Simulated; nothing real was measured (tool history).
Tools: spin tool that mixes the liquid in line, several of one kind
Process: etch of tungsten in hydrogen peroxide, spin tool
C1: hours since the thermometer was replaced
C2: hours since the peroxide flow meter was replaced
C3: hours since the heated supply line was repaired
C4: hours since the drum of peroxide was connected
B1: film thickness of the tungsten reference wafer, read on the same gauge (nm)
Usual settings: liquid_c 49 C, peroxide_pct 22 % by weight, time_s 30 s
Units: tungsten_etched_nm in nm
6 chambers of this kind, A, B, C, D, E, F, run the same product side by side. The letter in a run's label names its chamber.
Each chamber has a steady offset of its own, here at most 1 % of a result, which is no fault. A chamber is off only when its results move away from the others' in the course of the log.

At hour 1.2: chamber A: heated supply line repaired.
Run 1F, hour 4.5: usual settings; C1 43.1; C2 430.1; C3 2677.7; C4 714.8; B1 49.993. Result: tungsten_etched_nm 41.886 nm.
Run 2C, hour 9: usual settings; C1 260.4; C2 646.4; C3 797.9; C4 78.3; B1 50.022. Result: tungsten_etched_nm 42.185 nm.
Run 3A, hour 13.4: usual settings; C1 1697.8; C2 625; C3 12.3; C4 116.9; B1 49.987. Result: tungsten_etched_nm 42.486 nm.
Run 4E, hour 16.7: usual settings; C1 200.3; C2 1697; C3 777.3; C4 402.3; B1 49.985. Result: tungsten_etched_nm 42.21 nm.
Run 5D, hour 21.2: usual settings; C1 513.3; C2 1216.4; C3 1073.5; C4 278.6; B1 49.991. Result: tungsten_etched_nm 42.662 nm.
Run 6B, hour 25.3: usual settings; C1 54.5; C2 639.7; C3 129.8; C4 316.4; B1 49.977. Result: tungsten_etched_nm 42.57 nm.
At hour 26.5: chamber C: peroxide flow meter replaced.
Run 7A, hour 28.8: usual settings; C1 1713.2; C2 640.4; C3 27.7; C4 132.3; B1 49.983. Result: tungsten_etched_nm 42.399 nm.
Run 8F, hour 32.5: usual settings; C1 71.1; C2 458.1; C3 2705.7; C4 742.8; B1 50.001. Result: tungsten_etched_nm 42.16 nm.
Run 9E, hour 34.8: usual settings; C1 218.4; C2 1715.1; C3 795.4; C4 420.4; B1 49.987. Result: tungsten_etched_nm 42.191 nm.
At hour 35.1: chamber E: new drum of peroxide connected.
Run 10B, hour 38.9: usual settings; C1 68.1; C2 653.3; C3 143.4; C4 330; B1 49.991. Result: tungsten_etched_nm 42.802 nm.
Run 11D, hour 41.2: usual settings; C1 533.3; C2 1236.4; C3 1093.5; C4 298.6; B1 49.998. Result: tungsten_etched_nm 43.097 nm.
Run 12C, hour 44: usual settings but peroxide_pct 27.5 % by weight, time_s 50 s; C1 295.4; C2 17.5; C3 832.9; C4 113.3; B1 49.973. Result: tungsten_etched_nm 78.85 nm.
Run 13F, hour 47.7: usual settings but peroxide_pct 27.5 % by weight, time_s 50 s; C1 86.3; C2 473.3; C3 2720.9; C4 758; B1 49.998. Result: tungsten_etched_nm 78.741 nm.
Run 14B, hour 50.2: usual settings but peroxide_pct 27.5 % by weight, time_s 50 s; C1 79.4; C2 664.6; C3 154.7; C4 341.3; B1 50.01. Result: tungsten_etched_nm 79.8 nm.
Run 15C, hour 53.6: usual settings but peroxide_pct 27.5 % by weight, time_s 50 s; C1 305; C2 27.1; C3 842.5; C4 122.9; B1 50.001. Result: tungsten_etched_nm 78.678 nm.
Run 16D, hour 57.3: usual settings but peroxide_pct 27.5 % by weight, time_s 50 s; C1 549.4; C2 1252.5; C3 1109.6; C4 314.7; B1 49.988. Result: tungsten_etched_nm 80.889 nm.
Run 17A, hour 61.3: usual settings but peroxide_pct 27.5 % by weight, time_s 50 s; C1 1745.7; C2 672.9; C3 60.2; C4 164.8; B1 50.024. Result: tungsten_etched_nm 79.382 nm.
Run 18E, hour 65.8: usual settings; C1 249.4; C2 1746.1; C3 826.4; C4 30.7; B1 49.999. Result: tungsten_etched_nm 42.523 nm.
Run 19F, hour 69.5: usual settings but peroxide_pct 17.5 % by weight, time_s 35 s; C1 108.1; C2 495.1; C3 2742.7; C4 779.8; B1 49.996. Result: tungsten_etched_nm 43.724 nm.
Run 20E, hour 72.5: usual settings but peroxide_pct 17.5 % by weight, time_s 35 s; C1 256.1; C2 1752.8; C3 833.1; C4 37.4; B1 50.005. Result: tungsten_etched_nm 44.147 nm.
Run 21A, hour 75.9: usual settings but peroxide_pct 17.5 % by weight, time_s 35 s; C1 1760.3; C2 687.5; C3 74.8; C4 179.4; B1 50.013. Result: tungsten_etched_nm 43.959 nm.
Run 22B, hour 78.2: usual settings but peroxide_pct 17.5 % by weight, time_s 35 s; C1 107.4; C2 692.6; C3 182.7; C4 369.3; B1 49.993. Result: tungsten_etched_nm 44.262 nm.
Run 23D, hour 82.9: usual settings but peroxide_pct 17.5 % by weight, time_s 35 s; C1 575; C2 1278.1; C3 1135.2; C4 340.3; B1 50.004. Result: tungsten_etched_nm 45.838 nm.
Run 24C, hour 86.9: usual settings but peroxide_pct 17.5 % by weight, time_s 35 s; C1 338.3; C2 60.4; C3 875.8; C4 156.2; B1 50.015. Result: tungsten_etched_nm 43.841 nm.
At hour 88.9: chamber E: peroxide flow meter replaced.
Run 25C, hour 90.4: usual settings; C1 341.8; C2 63.9; C3 879.3; C4 159.7; B1 50. Result: tungsten_etched_nm 42.006 nm.
Run 26E, hour 94.4: usual settings; C1 278; C2 5.5; C3 855; C4 59.3; B1 49.993. Result: tungsten_etched_nm 42.096 nm.
Run 27D, hour 97.6: usual settings; C1 589.7; C2 1292.8; C3 1149.9; C4 355; B1 49.985. Result: tungsten_etched_nm 44.447 nm.
Run 28B, hour 101.7: usual settings; C1 130.9; C2 716.1; C3 206.2; C4 392.8; B1 49.966. Result: tungsten_etched_nm 42.494 nm.
Run 29F, hour 106.3: usual settings; C1 144.9; C2 531.9; C3 2779.5; C4 816.6; B1 49.988. Result: tungsten_etched_nm 42.188 nm.
Run 30A, hour 109: usual settings; C1 1793.4; C2 720.6; C3 107.9; C4 212.5; B1 50.017. Result: tungsten_etched_nm 42.762 nm.
Run 31F, hour 111.3: usual settings; C1 149.9; C2 536.9; C3 2784.5; C4 821.6; B1 49.994. Result: tungsten_etched_nm 42.022 nm.
Run 32B, hour 114.7: usual settings; C1 143.9; C2 729.1; C3 219.2; C4 405.8; B1 50.01. Result: tungsten_etched_nm 42.184 nm.
Run 33C, hour 118.5: usual settings but peroxide_pct 27 % by weight; C1 369.9; C2 92; C3 907.4; C4 187.8; B1 50.002. Result: tungsten_etched_nm 46.652 nm.
Run 34A, hour 120.9: usual settings but peroxide_pct 27 % by weight; C1 1805.3; C2 732.5; C3 119.8; C4 224.4; B1 49.979. Result: tungsten_etched_nm 47.118 nm.
Run 35D, hour 123.3: usual settings but peroxide_pct 27 % by weight; C1 615.4; C2 1318.5; C3 1175.6; C4 380.7; B1 50.008. Result: tungsten_etched_nm 49.326 nm.
Run 36E, hour 128.3: usual settings but peroxide_pct 27 % by weight; C1 311.9; C2 39.4; C3 888.9; C4 93.2; B1 49.979. Result: tungsten_etched_nm 46.909 nm.
Run 37A, hour 130.6: usual settings but peroxide_pct 27 % by weight; C1 1815; C2 742.2; C3 129.5; C4 234.1; B1 49.99. Result: tungsten_etched_nm 47.117 nm.
Run 38B, hour 133.7: usual settings but peroxide_pct 27 % by weight; C1 162.9; C2 748.1; C3 238.2; C4 424.8; B1 50.007. Result: tungsten_etched_nm 46.615 nm.

What goes on in this fleet: one chamber off, a drifting gauge, or nothing beyond the chambers' own small offsets? Name the chamber and the cause, if any.

Chamber D drifts away from the others.
Cause: peroxide flow above the setpoint (%) = 11.8.
The log may not tell that from: liquid hotter than its thermometer reads (K).

Here are 4 candidates for chamber D's next run, each the usual settings with a change, their results left as question marks. Which one brings its results back in line with what the others give on the usual settings?
In line means no further than this from the other chambers' mean on the usual settings: tungsten_etched_nm 0.68 nm
Run 39D-1, hour 137.3: usual settings but peroxide_pct 23 % by weight. Result: tungsten_etched_nm ?.
Run 39D-2, hour 137.3: usual settings but liquid_c 48 C. Result: tungsten_etched_nm ?.
Run 39D-3, hour 137.3: usual settings but peroxide_pct 21 % by weight. Result: tungsten_etched_nm ?.
Run 39D-4, hour 137.3: usual settings but liquid_c 50 C. Result: tungsten_etched_nm ?.

The other chambers' mean on the usual settings: tungsten_etched_nm 42.311 nm
  run  tungsten_etched_nm
39D-1              45.987
39D-2              42.269
39D-3              43.963
39D-4               47.86
39D-2 brings the chamber back in line.
